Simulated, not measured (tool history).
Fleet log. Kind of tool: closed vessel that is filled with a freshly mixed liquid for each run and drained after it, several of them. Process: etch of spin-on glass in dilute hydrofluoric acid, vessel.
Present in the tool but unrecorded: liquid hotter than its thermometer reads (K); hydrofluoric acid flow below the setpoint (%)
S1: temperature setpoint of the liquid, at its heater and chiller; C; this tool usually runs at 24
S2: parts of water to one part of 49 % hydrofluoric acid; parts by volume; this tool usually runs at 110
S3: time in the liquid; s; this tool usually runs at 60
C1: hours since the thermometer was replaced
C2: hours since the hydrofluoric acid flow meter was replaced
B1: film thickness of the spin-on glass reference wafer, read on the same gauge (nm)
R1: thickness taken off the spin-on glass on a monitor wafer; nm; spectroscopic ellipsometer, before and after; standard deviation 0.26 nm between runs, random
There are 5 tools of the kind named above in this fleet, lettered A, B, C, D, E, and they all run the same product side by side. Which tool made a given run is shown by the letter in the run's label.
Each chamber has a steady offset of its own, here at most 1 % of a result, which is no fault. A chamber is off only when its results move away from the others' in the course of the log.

run,day,S1,S2,S3,C1,C2,B1,R1
1C,0.292,24,110,60,1375.9,1157.7,99.993,31.814
2D,0.496,24,110,60,413.0,1399.4,99.998,31.646
3E,0.712,24,110,60,716.9,359.4,100.010,32.005
4B,0.933,24,110,60,258.0,440.4,100.010,31.638
5A,1.371,24,110,60,1638.6,393.1,100.010,31.928
6B,1.788,24,110,60,278.5,460.9,99.976,31.851
7D,2.088,24,110,60,451.2,1437.6,100.010,31.565
8A,2.425,24,110,60,1663.9,418.4,100.010,31.974
9C,2.654,28,110,80,1432.6,1214.4,99.992,48.781
10E,2.883,28,110,80,769.0,411.5,99.984,49.950
11C,3.200,28,110,80,1445.7,1227.5,99.986,49.450
12B,3.654,28,110,80,323.3,505.7,100.000,49.182
13A,3.946,28,110,80,1700.4,454.9,99.972,49.046
14E,4.242,24,110,60,801.6,444.1,100.010,32.206
15D,4.583,24,110,60,511.1,1497.5,99.982,31.446
16A,4.883,24,110,60,1722.9,477.4,100.000,31.784
17E,5.283,27,110,60,826.6,469.1,99.997,35.482
18D,5.546,27,110,60,534.2,1520.6,100.010,34.756
19C,5.896,27,110,60,1510.4,1292.2,99.965,35.222
20B,6.325,27,110,60,387.4,569.8,100.010,35.229
21A,6.592,27,110,60,1763.9,518.4,100.020,35.538
22B,6.842,24,110,60,399.8,582.2,100.000,31.574
23C,7.092,24,110,60,1539.1,1320.9,99.996,31.321
24D,7.521,24,140,75,581.6,1568.0,99.995,29.787
25E,7.946,24,140,75,890.5,533.0,100.010,29.240
26B,8.371,24,140,75,436.5,618.9,100.000,29.930
27E,8.675,24,140,75,908.0,550.5,99.998,29.053
28A,8.942,24,140,75,1820.3,574.8,99.995,30.307
29C,9.379,24,110,60,1594.0,1375.8,99.977,31.805
30D,9.625,24,110,60,632.1,1618.5,99.978,31.755
31E,10.058,24,110,60,941.2,583.7,100.010,29.948
32D,10.512,24,110,60,653.4,1639.8,100.010,31.579
33B,10.750,24,110,60,493.6,676.0,99.997,31.803
34A,11.088,24,110,60,1871.8,626.3,100.030,31.763
35C,11.492,24,110,60,1644.7,1426.5,99.989,31.832
36A,11.929,24,110,30,1892.0,646.5,99.966,15.652

All chambers now run identical settings, listed one chamber a line with results as question marks. What results will each chamber show?
37A,12.271,24,110,60,,,,?
37B,12.271,24,110,60,,,,?
37C,12.271,24,110,60,,,,?
37D,12.271,24,110,60,,,,?
37E,12.271,24,110,60,,,,?

run,R1
37A,31.853
37B,31.735
37C,31.774
37D,31.744
37E,29.211
